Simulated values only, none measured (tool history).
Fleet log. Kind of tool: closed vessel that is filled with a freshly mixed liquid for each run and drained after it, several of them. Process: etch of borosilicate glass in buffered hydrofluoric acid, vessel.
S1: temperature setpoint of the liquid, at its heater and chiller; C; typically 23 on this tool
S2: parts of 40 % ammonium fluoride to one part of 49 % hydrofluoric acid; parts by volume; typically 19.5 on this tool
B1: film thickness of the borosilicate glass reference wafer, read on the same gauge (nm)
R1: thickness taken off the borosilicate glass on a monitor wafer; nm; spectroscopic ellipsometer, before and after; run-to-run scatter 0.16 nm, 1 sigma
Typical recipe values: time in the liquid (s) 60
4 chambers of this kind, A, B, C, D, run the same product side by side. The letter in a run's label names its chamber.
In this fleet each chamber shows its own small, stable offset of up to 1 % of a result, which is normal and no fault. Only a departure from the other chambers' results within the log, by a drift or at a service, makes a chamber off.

{"run": "1A", "day": 0.425, "S1": 23, "S2": 19.5, "time in the liquid (s)": 60, "B1": 139.99, "R1": 36.555}
{"run": "2C", "day": 0.762, "S1": 23, "S2": 19.5, "time in the liquid (s)": 60, "B1": 139.99, "R1": 37.068}
{"run": "3B", "day": 1.004, "S1": 23, "S2": 19.5, "time in the liquid (s)": 60, "B1": 139.99, "R1": 36.896}
{"run": "4D", "day": 1.325, "S1": 23, "S2": 19.5, "time in the liquid (s)": 60, "B1": 139.99, "R1": 36.885}
{"run": "5C", "day": 1.704, "S1": 19, "S2": 19.5, "time in the liquid (s)": 35, "B1": 140.02, "R1": 17.317}
{"run": "6A", "day": 2.112, "S1": 19, "S2": 19.5, "time in the liquid (s)": 35, "B1": 140, "R1": 17.125}
{"run": "7B", "day": 2.55, "S1": 19, "S2": 19.5, "time in the liquid (s)": 35, "B1": 140.04, "R1": 17.352}
{"run": "8D", "day": 2.854, "S1": 19, "S2": 19.5, "time in the liquid (s)": 35, "B1": 140.02, "R1": 17.362}
{"run": "9B", "day": 3.146, "S1": 23, "S2": 19.5, "time in the liquid (s)": 40, "B1": 140.01, "R1": 24.856}
{"run": "10A", "day": 3.617, "S1": 23, "S2": 19.5, "time in the liquid (s)": 40, "B1": 139.99, "R1": 24.338}
{"day": 3.796, "done": "chamber C: hydrofluoric acid flow meter replaced"}
{"run": "11D", "day": 4.096, "S1": 23, "S2": 19.5, "time in the liquid (s)": 40, "B1": 140.01, "R1": 24.648}
{"run": "12C", "day": 4.333, "S1": 23, "S2": 19.5, "time in the liquid (s)": 40, "B1": 140.02, "R1": 24.493}
{"run": "13A", "day": 4.75, "S1": 23, "S2": 19.5, "time in the liquid (s)": 60, "B1": 139.99, "R1": 36.411}
{"run": "14D", "day": 4.979, "S1": 23, "S2": 19.5, "time in the liquid (s)": 60, "B1": 140.02, "R1": 36.94}
{"run": "15B", "day": 5.238, "S1": 23, "S2": 19.5, "time in the liquid (s)": 60, "B1": 140.02, "R1": 37.247}
{"run": "16C", "day": 5.629, "S1": 23, "S2": 19.5, "time in the liquid (s)": 60, "B1": 140, "R1": 37.004}
{"run": "17A", "day": 5.85, "S1": 18.5, "S2": 19.5, "time in the liquid (s)": 60, "B1": 139.98, "R1": 28.263}
{"run": "18D", "day": 6.271, "S1": 18.5, "S2": 19.5, "time in the liquid (s)": 60, "B1": 140.02, "R1": 29.103}
{"run": "19C", "day": 6.638, "S1": 18.5, "S2": 19.5, "time in the liquid (s)": 60, "B1": 140, "R1": 28.907}
{"run": "20B", "day": 7.038, "S1": 18.5, "S2": 19.5, "time in the liquid (s)": 60, "B1": 140.03, "R1": 28.722}
{"run": "21A", "day": 7.279, "S1": 23, "S2": 19.5, "time in the liquid (s)": 60, "B1": 140.04, "R1": 36.461}
{"run": "22C", "day": 7.512, "S1": 18.5, "S2": 19.5, "time in the liquid (s)": 60, "B1": 139.97, "R1": 28.845}
{"run": "23D", "day": 7.825, "S1": 18.5, "S2": 19.5, "time in the liquid (s)": 60, "B1": 140, "R1": 28.989}
{"run": "24B", "day": 8.262, "S1": 18.5, "S2": 19.5, "time in the liquid (s)": 60, "B1": 139.99, "R1": 28.902}
{"run": "25C", "day": 8.662, "S1": 18.5, "S2": 19.5, "time in the liquid (s)": 60, "B1": 139.99, "R1": 28.899}
{"run": "26B", "day": 8.875, "S1": 23, "S2": 19.5, "time in the liquid (s)": 60, "B1": 140.01, "R1": 36.849}
{"day": 9.2, "done": "chamber C: thermometer replaced"}
{"run": "27A", "day": 9.25, "S1": 23, "S2": 19.5, "time in the liquid (s)": 60, "B1": 140.01, "R1": 36.508}
{"run": "28D", "day": 9.562, "S1": 23, "S2": 19.5, "time in the liquid (s)": 60, "B1": 139.99, "R1": 36.863}
{"run": "29B", "day": 9.975, "S1": 23, "S2": 19.5, "time in the liquid (s)": 60, "B1": 139.99, "R1": 37.072}
{"run": "30C", "day": 10.371, "S1": 23, "S2": 19.5, "time in the liquid (s)": 60, "B1": 140.02, "R1": 37.126}
{"run": "31A", "day": 10.758, "S1": 23, "S2": 19.5, "time in the liquid (s)": 60, "B1": 140.02, "R1": 36.439}
{"run": "32D", "day": 10.971, "S1": 23, "S2": 19.5, "time in the liquid (s)": 60, "B1": 140.02, "R1": 36.821}
{"run": "33A", "day": 11.229, "S1": 23, "S2": 22.5, "time in the liquid (s)": 85, "B1": 140.01, "R1": 46.474}
{"run": "34D", "day": 11.646, "S1": 23, "S2": 22.5, "time in the liquid (s)": 85, "B1": 139.98, "R1": 47.437}
{"run": "35C", "day": 12.054, "S1": 23, "S2": 22.5, "time in the liquid (s)": 85, "B1": 140.03, "R1": 47.022}

Which is it: a chamber that has drifted or been left off by a service, a gauge drift common to all chambers, or only each chamber's usual small offset? If a chamber is off, name it and its likeliest cause.

The fleet is healthy, with each chamber sitting at its usual small offset and no drift in the gauge.

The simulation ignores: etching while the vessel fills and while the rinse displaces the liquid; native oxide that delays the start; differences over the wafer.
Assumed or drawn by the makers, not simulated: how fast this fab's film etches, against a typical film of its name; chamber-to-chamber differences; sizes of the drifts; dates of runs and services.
